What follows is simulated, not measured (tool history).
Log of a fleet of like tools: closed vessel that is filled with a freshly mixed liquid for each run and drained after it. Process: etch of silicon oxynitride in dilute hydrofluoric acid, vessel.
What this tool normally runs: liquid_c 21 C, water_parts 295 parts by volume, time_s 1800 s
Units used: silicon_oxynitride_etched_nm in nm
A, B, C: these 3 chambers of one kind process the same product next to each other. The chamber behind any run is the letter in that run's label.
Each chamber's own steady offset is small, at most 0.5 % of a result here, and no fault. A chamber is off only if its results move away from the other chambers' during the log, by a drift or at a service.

run   hour  liquid_c  water_parts  time_s  read-back film thickness of the silicon oxynitride reference wafer, read on the same gauge (nm)  silicon_oxynitride_etched_nm
 1B     15        21          295    1800                                                                                           30.013                        6.6195
 2A   30.3        21          295    1800                                                                                           29.992                        6.5878
 3C   43.3        21          295    1800                                                                                           30.061                        6.6665
 4C   52.6        21          295    1800                                                                                           29.974                        6.7706
 5A   65.4        21          295    1800                                                                                           29.971                         6.704
 6B   78.7      25.5          370    1800                                                                                           29.992                        6.1152
 7C   94.1      25.5          370    1800                                                                                           29.971                        6.1761
 8A  105.8      25.5          370    1800                                                                                           30.032                        6.1642
 9B  121.5        21          295    1800                                                                                           29.998                        6.7563
10C  132.4        21          295    1800                                                                                           29.982                        6.6576
11B  147.8        17          390    1800                                                                                           29.988                         4.013
12A  156.8        17          390    1800                                                                                           30.039                        3.9636
13C  165.4        17          390    1800                                                                                           29.969                        4.0251
14A  172.8        21          295    1800                                                                                           29.976                        6.7172
15B  187.7        21          295    1800                                                                                           29.995                        6.6463
16B    197        21          295    1800                                                                                           29.993                        6.6259
17C  212.6        21          295    1800                                                                                           30.045                        6.6955
18A  227.1        21          295    1800                                                                                           30.009                        6.7678
19A  234.5        21          295    1800                                                                                           30.022                        6.8369
20B    246        21          295    1800                                                                                           29.979                        6.6952
21C  255.5        21          295    1800                                                                                           30.005                        6.6954
22A  266.9        21          295    1800                                                                                           30.007                        7.0079
23B  281.4        21          295    1800                                                                                           29.985                        6.6223
24C  293.7        21          295    1800                                                                                           30.057                        6.7089
25C  301.5        21          295    1800                                                                                           30.003                        6.7038
26A  312.2        21          295    1800                                                                                           29.992                        6.9876
27B  321.7        21          295    1800                                                                                           29.984                        6.6192
28C  330.5        21          295    1800                                                                                           30.012                        6.7021
29A  338.3        21          295    1800                                                                                           29.955                        7.0695
30B  351.7        21          295    1800                                                                                           30.038                        6.6795
31B  359.9        21          295    1800                                                                                            30.01                        6.7216
32A  374.8      24.5          295    1800                                                                                           29.978                        8.2183
33C  387.9      24.5          295    1800                                                                                           30.024                        7.7944
34C    399      24.5          295    1800                                                                                           29.973                        7.7632
35B  410.2        21          295    1800                                                                                           29.995                        6.6748

One chamber off, gauge drift, or nothing amiss beyond the chambers' own small offsets? If it is a chamber, which one, and what is the likeliest cause?

Little by little, chamber A moves away from the other chambers.
Likeliest cause: hydrofluoric acid flow above the setpoint (%) = 6.98.
The log may not tell that from: liquid hotter than its thermometer reads (K).

Chamber A could run next with any of the 4 candidate recipes listed below; each alters the usual settings, and their results appear as question marks. Which one brings its results back in line with what the other chambers deliver on the usual settings?
In-line tolerance around the mean of the other chambers on the usual settings: silicon_oxynitride_etched_nm 0.16 nm
36A-1  421.5        21          305    1735                                                                                                                              ?
36A-2  421.5        21          295    1940                                                                                                                              ?
36A-3  421.5        21          275    1925                                                                                                                              ?
36A-4  421.5        21          335    1800                                                                                                                              ?

Mean of the other chambers on the usual settings: silicon_oxynitride_etched_nm 6.6809 nm
  run  silicon_oxynitride_etched_nm
36A-1                        6.6471
36A-2                        7.7347
36A-3                        8.3426
36A-4                          6.16
36A-1 brings the chamber back in line.
